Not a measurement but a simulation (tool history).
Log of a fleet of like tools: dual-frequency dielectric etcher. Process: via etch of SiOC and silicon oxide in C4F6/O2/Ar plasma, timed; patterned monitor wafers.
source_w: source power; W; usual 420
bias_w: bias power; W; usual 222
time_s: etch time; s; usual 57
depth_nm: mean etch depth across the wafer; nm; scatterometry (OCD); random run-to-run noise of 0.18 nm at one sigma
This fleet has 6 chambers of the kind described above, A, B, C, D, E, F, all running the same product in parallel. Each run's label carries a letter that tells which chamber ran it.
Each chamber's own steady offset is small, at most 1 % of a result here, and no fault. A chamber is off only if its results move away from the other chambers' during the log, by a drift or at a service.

run,hour,source_w,bias_w,time_s,"read-back reference wafer on the same gauge, depth_nm",depth_nm
1F,8.2,420,222,57,79.457,69.951
# hour 12.4: chamber C: bias power generator calibrated
2A,15.9,420,222,57,79.525,69.56
3E,25.5,420,222,57,79.491,70.449
4B,35.6,420,222,57,79.517,70.073
5C,45.3,420,222,57,79.487,70.413
6D,55.6,420,222,57,79.475,70.014
7E,60.3,420,222,62,79.474,76.748
8A,66,420,222,62,79.497,75.648
9F,76.4,420,222,62,79.489,76.387
10D,86.4,420,222,62,79.526,75.853
# hour 92.9: chamber C: wet clean of the chamber
11C,93.5,420,222,62,79.482,76.507
12B,102.6,420,222,62,79.505,76.205
13D,110.4,420,222,57,79.508,70.038
14E,118.9,420,222,57,79.513,70.546
15A,129.4,420,222,57,79.572,69.524
16F,134.8,420,222,57,79.49,69.652
17B,144,420,222,57,79.492,70.071
18C,150.2,420,222,57,79.472,70.225
# hour 155.3: chamber D: wet clean of the chamber
19A,157.5,420,222,57,79.558,69.556
20F,165.9,420,222,57,79.536,69.665
21D,174.6,420,222,70,79.477,85.569
22C,183.2,420,222,70,79.489,86.546
23E,193.7,420,222,70,79.474,86.79
24B,199.1,420,222,70,79.514,86.153
25A,209.2,420,222,70,79.409,85.302
26E,217.1,420,222,70,79.478,86.675
27C,225.9,420,222,43,79.514,53.157
28B,235.3,420,222,43,79.516,52.822
29F,240.8,420,222,43,79.509,52.097
30D,247.1,420,222,43,79.443,52.528
31A,254.7,420,222,43,79.51,52.458
# hour 255.4: chamber B: wet clean of the chamber
32F,260,420,222,43,79.462,52.339
33D,266.4,420,222,57,79.486,69.897
34E,275,420,222,57,79.535,70.627
35C,284.8,420,222,57,79.447,70.493
36B,293.7,420,186,57,79.523,65.877
37E,303.7,420,186,57,79.464,66.649
38C,312.7,420,186,57,79.52,66.334
39F,320.7,420,186,57,79.449,65.09
40B,327,420,186,57,79.527,66.032
41A,334.4,420,186,57,79.485,65.511
42D,343.1,420,222,57,79.53,69.728
43B,352.7,420,222,62.5,79.476,76.706
44D,357.8,420,222,62.5,79.507,76.396

Has any chamber moved away from the others, gradually or after a service, or does the common gauge drift, or do the chambers differ only by their own small steady offsets? State the chamber and the most likely cause if one applies.

It is chamber F that slowly wanders off from its peers.
Cause: etch rate under this chamber's usual, % = 2.04.
The log may not tell that from: source power that arrives under what is set, %; bias power that arrives under what is set, %.

Chamber F could run next with any of the 4 candidate recipes listed below; each alters the usual settings, and their results appear as question marks. Which one brings its results back in line with what the other chambers deliver on the usual settings?
Allowed miss from the other chambers' usual-settings mean, per result, to count as in line: depth_nm 0.64 nm
45F-1,365.5,410,216,57,,?
45F-2,365.5,420,223,58,,?
45F-3,365.5,420,222,55,,?
45F-4,365.5,420,222,59,,?

The mean the other chambers reach with the usual settings: depth_nm 70.114 nm
run,depth_nm
45F-1,67.523
45F-2,70.07
45F-3,66.347
45F-4,71.172
45F-2 puts the chamber back in line with the other chambers.
